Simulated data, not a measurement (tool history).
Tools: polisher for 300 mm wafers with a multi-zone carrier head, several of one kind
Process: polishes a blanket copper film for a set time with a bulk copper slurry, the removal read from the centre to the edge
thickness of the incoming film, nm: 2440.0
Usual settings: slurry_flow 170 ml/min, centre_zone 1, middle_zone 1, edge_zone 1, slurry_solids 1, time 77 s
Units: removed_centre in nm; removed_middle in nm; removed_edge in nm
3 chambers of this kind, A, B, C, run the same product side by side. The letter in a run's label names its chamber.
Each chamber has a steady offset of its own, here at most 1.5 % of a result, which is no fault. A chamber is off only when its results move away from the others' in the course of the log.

run	day	slurry_flow	centre_zone	middle_zone	edge_zone	slurry_solids	time	removed_centre	removed_middle	removed_edge
1C	0.379	170	1	1	1	1	77	855.56	851.28	866.42
2B	0.625	170	1	1	1	1	77	854.67	858.36	840.84
3A	1.112	170	1	1	1	1	77	855.93	861.23	841.95
# day 1.204: chamber B: worn pad replaced by a new one
4B	1.35	170	1	1	1	1	77	856.29	866.15	844.13
# day 1.617: chamber C: centre zone pressure recalibrated
5C	1.846	170	1	1	1	1	77	862.05	864.29	860.38
# day 1.917: chamber A: edge zone pressure recalibrated
# day 1.996: chamber C: worn pad replaced by a new one
6A	2.321	170	1	1	1	1	77	845.83	855.36	847.49
# day 2.417: chamber A: worn pad replaced by a new one
# day 2.421: chamber C: slurry nozzle cleaned
7A	2.725	170	1	1	1	1	77	862.78	866.86	849.91
# day 3.175: chamber A: centre zone pressure recalibrated
8B	3.217	170	1	1	1	1	77	843.75	859.61	857.14
9C	3.679	170	1	1	1	1	77	862.02	846.07	870.89
10A	3.988	170	1	1	1	1	77	853.03	872.07	852.04
# day 4.025: chamber B: worn pad replaced by a new one
11B	4.329	170	1	1	1	1	77	861.94	858.69	849.07
12C	4.717	170	1	1	1	1	77	853.06	851.65	867.19
13C	4.996	170	1	1	1	1	77	860.2	861.98	855.02
14B	5.3	170	1	1	0.93	1	77	863.93	846.67	813.86
# day 5.375: chamber C: worn pad replaced by a new one
15A	5.612	170	1	1	0.93	1	77	848.58	861.75	815.13
16A	5.838	170	1	1	0.93	1	77	861.06	874.45	808.49
# day 6.062: chamber A: worn pad replaced by a new one
17B	6.258	170	1	1	1	1	77	859.93	870.76	860.79
18C	6.675	170	1	1	1	0.75	77	806.63	820.44	790.14
# day 6.75: chamber B: worn pad replaced by a new one
19B	7.008	170	1	1	1	0.75	77	813.2	801.18	797.15
20A	7.454	170	1	1	1	0.75	77	796.26	802.41	800.59
21C	7.846	170	1	1	1	1	77	853.51	850.84	857.47
22C	8.129	170	1	1	1	1	77	847.65	850.2	872.15
# day 8.542: chamber C: worn pad replaced by a new one
23A	8.571	170	1	1	1	1	77	864.01	863.29	840.32
# day 8.929: chamber A: worn pad replaced by a new one
24B	8.975	170	1	1	1	1	77	859.01	865.9	858.25
25A	9.25	170	1	1	1	1	77	850.89	846.67	858.4
26C	9.6	170	1	1	1	1	77	858.39	836.55	851.03
27B	9.892	120	1	1	0.88	1	77	801.52	789.89	761.33
# day 10.246: chamber B: worn pad replaced by a new one
28B	10.342	120	1	1	0.88	1	77	792.04	802.3	750.47
29C	10.833	120	1	1	0.88	1	77	791.53	798.97	769.11
30A	11.2	170	1.1	1	1	1	102	1264.6	1130.8	1108.8
31B	11.429	170	1.1	1	1	1	102	1250.9	1137.2	1139.3
32A	11.8	170	1.1	1	1	1	102	1257.8	1127.1	1115.8
# day 11.904: chamber A: worn pad replaced by a new one
33C	12.062	170	1	1	1	1	77	851.54	851.49	867.38
34A	12.342	170	1	1	1	1	77	855.58	865.57	845.74
# day 12.725: chamber C: worn pad replaced by a new one
35B	12.733	170	1	1	1	1	77	856.35	853.24	838.12
36C	13.038	170	1	1	1	1	77	853.71	863.94	858.16
37C	13.5	170	1	1	1	1	77	844.1	842.63	873.46
# day 13.7: chamber B: worn pad replaced by a new one
38B	13.896	170	1	1	1	1	77	859.85	843.8	858.21
39A	14.354	170	1	1	1	1	77	857.87	838.14	848.55
40C	14.621	170	1	1	1	1	77	858.88	877.6	856.66
41B	14.921	170	1	1	1	1	77	858.17	864.85	857.96
# day 14.979: chamber A: worn pad replaced by a new one
42A	15.225	170	1	1	1.11	1	69	765	774.3	792.95

Next, every chamber runs the same settings. What will each give?
43A	15.588	170	1	1	1	0.85	77	?	?	?
43B	15.588	170	1	1	1	0.85	77	?	?	?
43C	15.588	170	1	1	1	0.85	77	?	?	?

run	removed_centre	removed_middle	removed_edge
43A	823.82	834.78	819.68
43B	826.4	818.74	827.72
43C	828.86	831.95	833.11
